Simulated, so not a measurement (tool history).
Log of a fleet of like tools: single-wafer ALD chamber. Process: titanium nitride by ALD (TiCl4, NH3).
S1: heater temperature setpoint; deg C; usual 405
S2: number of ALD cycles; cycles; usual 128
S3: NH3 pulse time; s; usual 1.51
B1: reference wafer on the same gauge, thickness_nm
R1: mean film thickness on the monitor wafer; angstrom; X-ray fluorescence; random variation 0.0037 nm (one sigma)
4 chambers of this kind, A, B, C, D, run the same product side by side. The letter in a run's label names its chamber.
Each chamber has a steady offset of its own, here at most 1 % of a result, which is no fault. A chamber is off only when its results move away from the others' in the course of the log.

run 1B hour=11.4 | S1=405 S2=128 S3=1.51 | B1=3.0614 | R1=27.921
run 2D hour=16.7 | S1=405 S2=128 S3=1.51 | B1=3.0617 | R1=27.973
run 3A hour=26.8 | S1=405 S2=128 S3=1.51 | B1=3.0621 | R1=27.925
run 4C hour=37.5 | S1=405 S2=128 S3=1.51 | B1=3.0627 | R1=28.130
run 5C hour=48.5 | S1=405 S2=128 S3=1.51 | B1=3.0624 | R1=28.190
run 6B hour=55.2 | S1=405 S2=128 S3=1.51 | B1=3.0640 | R1=27.937
run 7D hour=62.0 | S1=405 S2=128 S3=1.51 | B1=3.0649 | R1=27.943
run 8A hour=67.1 | S1=405 S2=128 S3=1.51 | B1=3.0655 | R1=27.927
run 9C hour=78.4 | S1=405 S2=128 S3=1.51 | B1=3.0656 | R1=28.138
run 10B hour=85.1 | S1=405 S2=128 S3=1.51 | B1=3.0656 | R1=27.921
run 11D hour=91.2 | S1=405 S2=128 S3=1.51 | B1=3.0651 | R1=28.013
run 12A hour=96.7 | S1=405 S2=128 S3=1.51 | B1=3.0673 | R1=27.899
run 13B hour=105.1 | S1=405 S2=128 S3=1.51 | B1=3.0684 | R1=27.934
run 14D hour=111.1 | S1=405 S2=128 S3=1.51 | B1=3.0675 | R1=28.035
run 15C hour=119.3 | S1=405 S2=128 S3=1.51 | B1=3.0683 | R1=28.142
run 16A hour=129.9 | S1=405 S2=138 S3=1.51 | B1=3.0688 | R1=30.081
run 17B hour=138.1 | S1=405 S2=138 S3=1.51 | B1=3.0700 | R1=30.117
run 18D hour=146.9 | S1=405 S2=138 S3=1.51 | B1=3.0703 | R1=30.184
run 19A hour=157.5 | S1=405 S2=138 S3=1.51 | B1=3.0718 | R1=30.148
run 20C hour=166.5 | S1=405 S2=128 S3=1.51 | B1=3.0720 | R1=28.209
run 21C hour=173.5 | S1=405 S2=128 S3=1.51 | B1=3.0726 | R1=28.268
run 22A hour=184.5 | S1=405 S2=128 S3=1.51 | B1=3.0739 | R1=27.993
run 23D hour=190.7 | S1=405 S2=128 S3=1.51 | B1=3.0736 | R1=28.063
run 24B hour=200.7 | S1=405 S2=128 S3=1.51 | B1=3.0733 | R1=28.010
run 25B hour=209.6 | S1=405 S2=128 S3=1.51 | B1=3.0751 | R1=28.082
run 26C hour=216.7 | S1=405 S2=128 S3=1.51 | B1=3.0750 | R1=28.253
run 27A hour=224.1 | S1=405 S2=128 S3=1.51 | B1=3.0751 | R1=27.984

All 4 chambers run these settings next. Forecast each chamber's results:
run 28A hour=232.3 | S1=405 S2=128 S3=1.51 | R1=?
run 28B hour=232.3 | S1=405 S2=128 S3=1.51 | R1=?
run 28C hour=232.3 | S1=405 S2=128 S3=1.51 | R1=?
run 28D hour=232.3 | S1=405 S2=128 S3=1.51 | R1=?

run=28A R1=28.005
run=28B R1=28.057
run=28C R1=28.257
run=28D R1=28.077

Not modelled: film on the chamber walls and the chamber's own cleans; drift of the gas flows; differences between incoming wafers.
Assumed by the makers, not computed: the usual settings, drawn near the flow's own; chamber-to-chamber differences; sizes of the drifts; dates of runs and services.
